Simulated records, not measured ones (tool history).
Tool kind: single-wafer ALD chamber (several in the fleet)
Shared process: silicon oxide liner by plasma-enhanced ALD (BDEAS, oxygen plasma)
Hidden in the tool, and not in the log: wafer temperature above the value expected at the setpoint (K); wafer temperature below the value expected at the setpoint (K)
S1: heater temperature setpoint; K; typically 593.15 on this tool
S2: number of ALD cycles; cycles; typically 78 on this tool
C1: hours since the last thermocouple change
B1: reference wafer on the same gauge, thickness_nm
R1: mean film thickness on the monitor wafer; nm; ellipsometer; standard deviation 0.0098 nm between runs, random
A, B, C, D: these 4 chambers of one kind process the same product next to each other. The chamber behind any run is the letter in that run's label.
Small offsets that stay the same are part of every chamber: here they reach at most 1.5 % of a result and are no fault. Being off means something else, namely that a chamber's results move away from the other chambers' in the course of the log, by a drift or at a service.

run 1C hour=4.6 | S1=593.15 S2=78 | C1=1201.4 | B1=6.4702 | R1=7.1432
run 2D hour=10.1 | S1=593.15 S2=78 | C1=1317.5 | B1=6.4683 | R1=7.0566
run 3A hour=16.5 | S1=593.15 S2=78 | C1=3037.7 | B1=6.4682 | R1=6.9977
run 4B hour=24.5 | S1=593.15 S2=78 | C1=2612.3 | B1=6.4675 | R1=7.0479
run 5D hour=30.3 | S1=593.15 S2=78 | C1=1337.7 | B1=6.4649 | R1=7.0630
run 6C hour=35.7 | S1=593.15 S2=78 | C1=1232.5 | B1=6.4651 | R1=7.1279
run 7A hour=43.8 | S1=593.15 S2=78 | C1=3065.0 | B1=6.4619 | R1=7.0098
run 8B hour=51.4 | S1=593.15 S2=78 | C1=2639.2 | B1=6.4637 | R1=7.0428
run 9C hour=56.1 | S1=585.15 S2=85 | C1=1252.9 | B1=6.4619 | R1=7.8647
run 10D hour=61.1 | S1=585.15 S2=85 | C1=1368.5 | B1=6.4624 | R1=7.7741
run 11A hour=68.6 | S1=585.15 S2=85 | C1=3089.8 | B1=6.4590 | R1=7.7079
run 12B hour=73.4 | S1=585.15 S2=85 | C1=2661.2 | B1=6.4583 | R1=7.7556
run 13A hour=78.0 | S1=601.15 S2=78 | C1=3099.2 | B1=6.4591 | R1=6.9050
-- hour=78.9 chamber B: thermocouple changed; heater temperature recalibrated
run 14B hour=86.0 | S1=601.15 S2=78 | C1=7.1 | B1=6.4565 | R1=6.9557
run 15C hour=93.3 | S1=601.15 S2=78 | C1=1290.1 | B1=6.4584 | R1=7.0580
run 16D hour=100.8 | S1=601.15 S2=78 | C1=1408.2 | B1=6.4561 | R1=6.9904
run 17D hour=106.7 | S1=593.15 S2=78 | C1=1414.1 | B1=6.4539 | R1=7.0471
run 18C hour=110.9 | S1=593.15 S2=78 | C1=1307.7 | B1=6.4532 | R1=7.1361
run 19B hour=116.7 | S1=593.15 S2=78 | C1=37.8 | B1=6.4565 | R1=7.0360
run 20A hour=121.9 | S1=593.15 S2=78 | C1=3143.1 | B1=6.4524 | R1=6.9828
run 21C hour=125.6 | S1=593.15 S2=78 | C1=1322.4 | B1=6.4533 | R1=7.1154
run 22A hour=133.0 | S1=593.15 S2=78 | C1=3154.2 | B1=6.4501 | R1=6.9692
run 23D hour=138.7 | S1=593.15 S2=78 | C1=1446.1 | B1=6.4519 | R1=7.0391
run 24B hour=144.7 | S1=593.15 S2=78 | C1=65.8 | B1=6.4517 | R1=7.0267
run 25C hour=150.2 | S1=593.15 S2=78 | C1=1347.0 | B1=6.4504 | R1=7.1305
run 26B hour=154.8 | S1=593.15 S2=63 | C1=75.9 | B1=6.4467 | R1=5.6715
run 27A hour=161.1 | S1=593.15 S2=63 | C1=3182.3 | B1=6.4471 | R1=5.6313
run 28D hour=168.5 | S1=593.15 S2=63 | C1=1475.9 | B1=6.4468 | R1=5.6849
run 29B hour=174.7 | S1=593.15 S2=63 | C1=95.8 | B1=6.4452 | R1=5.6787
run 30D hour=178.9 | S1=593.15 S2=78 | C1=1486.3 | B1=6.4477 | R1=7.0279
-- hour=181.0 chamber A: thermocouple changed; heater temperature recalibrated
run 31A hour=185.7 | S1=593.15 S2=78 | C1=4.8 | B1=6.4437 | R1=6.9833
run 32C hour=191.4 | S1=584.15 S2=64 | C1=1388.2 | B1=6.4435 | R1=5.8992
run 33C hour=197.6 | S1=584.15 S2=64 | C1=1394.4 | B1=6.4428 | R1=5.9022
run 34A hour=203.3 | S1=584.15 S2=64 | C1=22.4 | B1=6.4422 | R1=5.8059
run 35D hour=207.3 | S1=584.15 S2=64 | C1=1514.7 | B1=6.4401 | R1=5.8346
run 36B hour=214.6 | S1=593.15 S2=78 | C1=135.7 | B1=6.4407 | R1=7.0287
run 37C hour=218.6 | S1=593.15 S2=78 | C1=1415.4 | B1=6.4406 | R1=7.1015
run 38B hour=224.4 | S1=593.15 S2=78 | C1=145.5 | B1=6.4382 | R1=7.0396
run 39D hour=232.5 | S1=593.15 S2=78 | C1=1539.9 | B1=6.4369 | R1=7.0360
run 40A hour=238.3 | S1=593.15 S2=78 | C1=57.4 | B1=6.4368 | R1=6.9803
run 41A hour=245.5 | S1=593.15 S2=78 | C1=64.6 | B1=6.4337 | R1=6.9656
run 42B hour=252.8 | S1=593.15 S2=78 | C1=173.9 | B1=6.4335 | R1=7.0130
run 43C hour=257.1 | S1=593.15 S2=78 | C1=1453.9 | B1=6.4334 | R1=7.1018

For the next run the whole fleet of 4 chambers uses the same settings. Give each chamber's results:
run 44A hour=263.0 | S1=593.15 S2=64 | R1=?
run 44B hour=263.0 | S1=593.15 S2=64 | R1=?
run 44C hour=263.0 | S1=593.15 S2=64 | R1=?
run 44D hour=263.0 | S1=593.15 S2=64 | R1=?

run=44A R1=5.7228
run=44B R1=5.7606
run=44C R1=5.8213
run=44D R1=5.7733
